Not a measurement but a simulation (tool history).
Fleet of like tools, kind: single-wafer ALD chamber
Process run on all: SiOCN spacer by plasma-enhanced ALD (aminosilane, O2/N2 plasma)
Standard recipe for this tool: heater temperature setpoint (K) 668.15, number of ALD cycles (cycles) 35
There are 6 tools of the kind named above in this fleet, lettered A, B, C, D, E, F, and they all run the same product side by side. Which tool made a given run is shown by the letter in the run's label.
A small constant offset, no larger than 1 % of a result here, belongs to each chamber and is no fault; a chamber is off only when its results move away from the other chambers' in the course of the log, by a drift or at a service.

| run | hour | heater temperature setpoint (K) | number of ALD cycles (cycles) | hours since the last thermocouple change | read-back reference wafer on the same gauge, thickness_nm | mean film thickness on the monitor wafer (Å) |
|---|---|---|---|---|---|---|
| 1A | 10.0 | 668.15 | 35 | 220.1 | 2.1900 | 21.098 |
| 2E | 17.2 | 668.15 | 35 | 249.6 | 2.1911 | 21.159 |
| 3C | 25.1 | 668.15 | 35 | 1048.6 | 2.1906 | 20.972 |
|  | 25.5 | chamber C: thermocouple changed; heater temperature recalibrated |
| 4B | 30.0 | 668.15 | 35 | 852.9 | 2.1910 | 21.143 |
| 5F | 40.0 | 668.15 | 35 | 1424.4 | 2.1914 | 21.018 |
| 6D | 45.0 | 668.15 | 35 | 893.0 | 2.1913 | 20.984 |
| 7F | 54.5 | 668.15 | 35 | 1438.9 | 2.1916 | 21.054 |
| 8B | 59.4 | 668.15 | 35 | 882.3 | 2.1923 | 21.173 |
| 9D | 67.7 | 668.15 | 35 | 915.7 | 2.1924 | 20.995 |
| 10A | 77.8 | 668.15 | 35 | 287.9 | 2.1924 | 21.167 |
| 11E | 87.3 | 662.15 | 39 | 319.7 | 2.1931 | 23.591 |
| 12C | 95.8 | 662.15 | 39 | 70.3 | 2.1936 | 23.402 |
| 13C | 104.8 | 662.15 | 39 | 79.3 | 2.1931 | 23.444 |
| 14A | 114.2 | 662.15 | 39 | 324.3 | 2.1937 | 23.557 |
| 15B | 121.9 | 662.15 | 39 | 944.8 | 2.1937 | 23.566 |
| 16F | 127.1 | 662.15 | 39 | 1511.5 | 2.1944 | 23.467 |
| 17D | 133.9 | 668.15 | 35 | 981.9 | 2.1943 | 20.989 |
| 18E | 141.5 | 668.15 | 35 | 373.9 | 2.1941 | 21.196 |
| 19D | 147.9 | 668.15 | 35 | 995.9 | 2.1949 | 21.036 |
| 20A | 155.7 | 668.15 | 35 | 365.8 | 2.1950 | 21.142 |
| 21E | 164.3 | 668.15 | 35 | 396.7 | 2.1954 | 21.194 |
| 22B | 170.7 | 668.15 | 35 | 993.6 | 2.1955 | 21.166 |
| 23F | 175.2 | 668.15 | 35 | 1559.6 | 2.1954 | 21.074 |
| 24C | 179.9 | 668.15 | 35 | 154.4 | 2.1959 | 21.029 |
| 25D | 188.3 | 678.15 | 38 | 1036.3 | 2.1963 | 22.207 |
| 26A | 197.6 | 678.15 | 38 | 407.7 | 2.1959 | 22.664 |
| 27C | 203.3 | 678.15 | 38 | 177.8 | 2.1965 | 22.442 |
| 28F | 213.2 | 678.15 | 38 | 1597.6 | 2.1965 | 22.202 |
| 29E | 219.4 | 678.15 | 38 | 451.8 | 2.1968 | 22.576 |
| 30B | 228.9 | 678.15 | 38 | 1051.8 | 2.1978 | 22.682 |
| 31E | 239.1 | 668.15 | 35 | 471.5 | 2.1983 | 21.188 |
| 32B | 246.4 | 668.15 | 41 | 1069.3 | 2.1983 | 24.833 |
| 33F | 251.9 | 668.15 | 41 | 1636.3 | 2.1974 | 24.786 |
| 34C | 259.2 | 668.15 | 41 | 233.7 | 2.1980 | 24.673 |
| 35A | 269.4 | 668.15 | 41 | 479.5 | 2.1988 | 24.856 |
| 36D | 275.4 | 668.15 | 41 | 1123.4 | 2.1988 | 24.669 |

Each of the 6 chambers runs these same settings next. Fill in every chamber's results:
| 37A | 282.8 | 668.15 | 35 |  |  | ? |
| 37B | 282.8 | 668.15 | 35 |  |  | ? |
| 37C | 282.8 | 668.15 | 35 |  |  | ? |
| 37D | 282.8 | 668.15 | 35 |  |  | ? |
| 37E | 282.8 | 668.15 | 35 |  |  | ? |
| 37F | 282.8 | 668.15 | 35 |  |  | ? |

| run | mean film thickness on the monitor wafer (Å) |
|---|---|
| 37A | 21.180 |
| 37B | 21.260 |
| 37C | 21.095 |
| 37D | 21.040 |
| 37E | 21.253 |
| 37F | 21.111 |

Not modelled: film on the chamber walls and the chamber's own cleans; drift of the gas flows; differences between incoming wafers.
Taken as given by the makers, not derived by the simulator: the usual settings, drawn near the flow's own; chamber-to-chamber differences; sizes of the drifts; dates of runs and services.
